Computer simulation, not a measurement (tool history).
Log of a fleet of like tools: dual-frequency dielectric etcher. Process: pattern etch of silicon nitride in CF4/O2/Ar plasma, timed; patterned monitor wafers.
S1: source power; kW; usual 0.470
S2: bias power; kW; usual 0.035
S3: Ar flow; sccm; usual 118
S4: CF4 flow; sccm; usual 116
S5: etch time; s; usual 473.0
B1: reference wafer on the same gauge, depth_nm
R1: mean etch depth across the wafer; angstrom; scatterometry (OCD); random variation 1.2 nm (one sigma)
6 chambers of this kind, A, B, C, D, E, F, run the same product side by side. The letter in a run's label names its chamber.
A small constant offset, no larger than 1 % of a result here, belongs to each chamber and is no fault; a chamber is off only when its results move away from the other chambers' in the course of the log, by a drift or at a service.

run 1A hour=6.2 | S1=0.470 S2=0.035 S3=118 S4=116 S5=473.0 | B1=821.24 | R1=7429.0
run 2F hour=12.7 | S1=0.470 S2=0.035 S3=118 S4=116 S5=473.0 | B1=821.05 | R1=7478.5
run 3D hour=17.1 | S1=0.470 S2=0.035 S3=118 S4=116 S5=473.0 | B1=821.23 | R1=7467.0
run 4E hour=24.2 | S1=0.470 S2=0.035 S3=118 S4=116 S5=473.0 | B1=821.66 | R1=7412.2
run 5C hour=29.1 | S1=0.470 S2=0.035 S3=118 S4=116 S5=473.0 | B1=821.61 | R1=7479.0
run 6B hour=36.3 | S1=0.470 S2=0.035 S3=118 S4=116 S5=473.0 | B1=821.61 | R1=7472.2
-- hour=40.4 chamber E: wet clean of the chamber
run 7F hour=42.9 | S1=0.470 S2=0.035 S3=118 S4=116 S5=473.0 | B1=821.87 | R1=7476.0
run 8A hour=48.7 | S1=0.470 S2=0.035 S3=118 S4=116 S5=473.0 | B1=822.02 | R1=7435.1
-- hour=50.1 chamber D: source power generator calibrated
run 9B hour=55.7 | S1=0.470 S2=0.041 S3=118 S4=116 S5=399.5 | B1=822.15 | R1=6684.0
run 10E hour=59.1 | S1=0.470 S2=0.041 S3=118 S4=116 S5=399.5 | B1=822.49 | R1=6626.4
run 11D hour=65.6 | S1=0.470 S2=0.041 S3=118 S4=116 S5=399.5 | B1=822.58 | R1=6678.0
run 12C hour=69.9 | S1=0.470 S2=0.041 S3=118 S4=116 S5=399.5 | B1=822.67 | R1=6692.0
run 13A hour=73.7 | S1=0.470 S2=0.041 S3=118 S4=116 S5=399.5 | B1=822.71 | R1=6634.1
run 14D hour=80.7 | S1=0.470 S2=0.041 S3=118 S4=116 S5=399.5 | B1=823.20 | R1=6690.4
run 15C hour=88.4 | S1=0.470 S2=0.035 S3=118 S4=116 S5=473.0 | B1=823.01 | R1=7477.3
run 16F hour=93.7 | S1=0.470 S2=0.035 S3=118 S4=116 S5=473.0 | B1=823.20 | R1=7481.2
-- hour=99.3 chamber B: wet clean of the chamber
run 17E hour=99.3 | S1=0.470 S2=0.035 S3=93 S4=116 S5=473.0 | B1=823.10 | R1=7662.4
run 18B hour=103.2 | S1=0.470 S2=0.035 S3=93 S4=116 S5=473.0 | B1=823.57 | R1=7709.5
run 19D hour=109.8 | S1=0.470 S2=0.035 S3=93 S4=116 S5=473.0 | B1=823.33 | R1=7736.9
run 20F hour=113.8 | S1=0.470 S2=0.035 S3=93 S4=116 S5=473.0 | B1=823.72 | R1=7748.0
run 21E hour=121.1 | S1=0.470 S2=0.035 S3=93 S4=116 S5=473.0 | B1=824.05 | R1=7655.6
run 22C hour=126.8 | S1=0.470 S2=0.035 S3=93 S4=116 S5=473.0 | B1=824.03 | R1=7734.7
run 23A hour=132.6 | S1=0.470 S2=0.035 S3=118 S4=116 S5=473.0 | B1=824.12 | R1=7460.3
run 24B hour=136.3 | S1=0.470 S2=0.035 S3=118 S4=116 S5=473.0 | B1=824.69 | R1=7477.1
-- hour=136.8 chamber C: wet clean of the chamber
run 25E hour=139.8 | S1=0.470 S2=0.035 S3=118 S4=116 S5=592.0 | B1=824.34 | R1=9303.7
run 26A hour=145.1 | S1=0.470 S2=0.035 S3=118 S4=116 S5=592.0 | B1=824.49 | R1=9363.8
run 27F hour=149.7 | S1=0.470 S2=0.035 S3=118 S4=116 S5=592.0 | B1=824.72 | R1=9400.1
-- hour=153.6 chamber D: wet clean of the chamber
run 28C hour=155.2 | S1=0.470 S2=0.035 S3=118 S4=116 S5=592.0 | B1=824.95 | R1=9393.1
run 29D hour=159.8 | S1=0.470 S2=0.035 S3=118 S4=116 S5=592.0 | B1=824.84 | R1=9365.6
run 30B hour=167.2 | S1=0.470 S2=0.035 S3=118 S4=116 S5=592.0 | B1=824.86 | R1=9381.2
run 31C hour=174.5 | S1=0.470 S2=0.035 S3=118 S4=116 S5=473.0 | B1=824.86 | R1=7507.4
run 32F hour=179.4 | S1=0.470 S2=0.035 S3=118 S4=116 S5=473.0 | B1=825.07 | R1=7500.0
run 33E hour=187.0 | S1=0.570 S2=0.035 S3=118 S4=116 S5=594.0 | B1=825.28 | R1=11102.0
run 34D hour=191.6 | S1=0.570 S2=0.035 S3=118 S4=116 S5=594.0 | B1=825.22 | R1=11135.0
run 35B hour=197.6 | S1=0.570 S2=0.035 S3=118 S4=116 S5=594.0 | B1=825.68 | R1=11169.0
run 36A hour=204.5 | S1=0.570 S2=0.035 S3=118 S4=116 S5=594.0 | B1=826.14 | R1=11112.0
run 37D hour=208.1 | S1=0.570 S2=0.035 S3=118 S4=116 S5=594.0 | B1=826.06 | R1=11171.0
run 38C hour=212.7 | S1=0.570 S2=0.035 S3=118 S4=116 S5=594.0 | B1=826.38 | R1=11138.0
run 39F hour=218.6 | S1=0.470 S2=0.035 S3=118 S4=116 S5=473.0 | B1=826.05 | R1=7508.2

Has any chamber moved away from the others, gradually or after a service, or does the common gauge drift, or do the chambers differ only by their own small steady offsets? State the chamber and the most likely cause if one applies.

The gauge drifts, so all chambers seem to drift together. No chamber is off.
Most likely cause: gauge reads high (%) = 0.648.
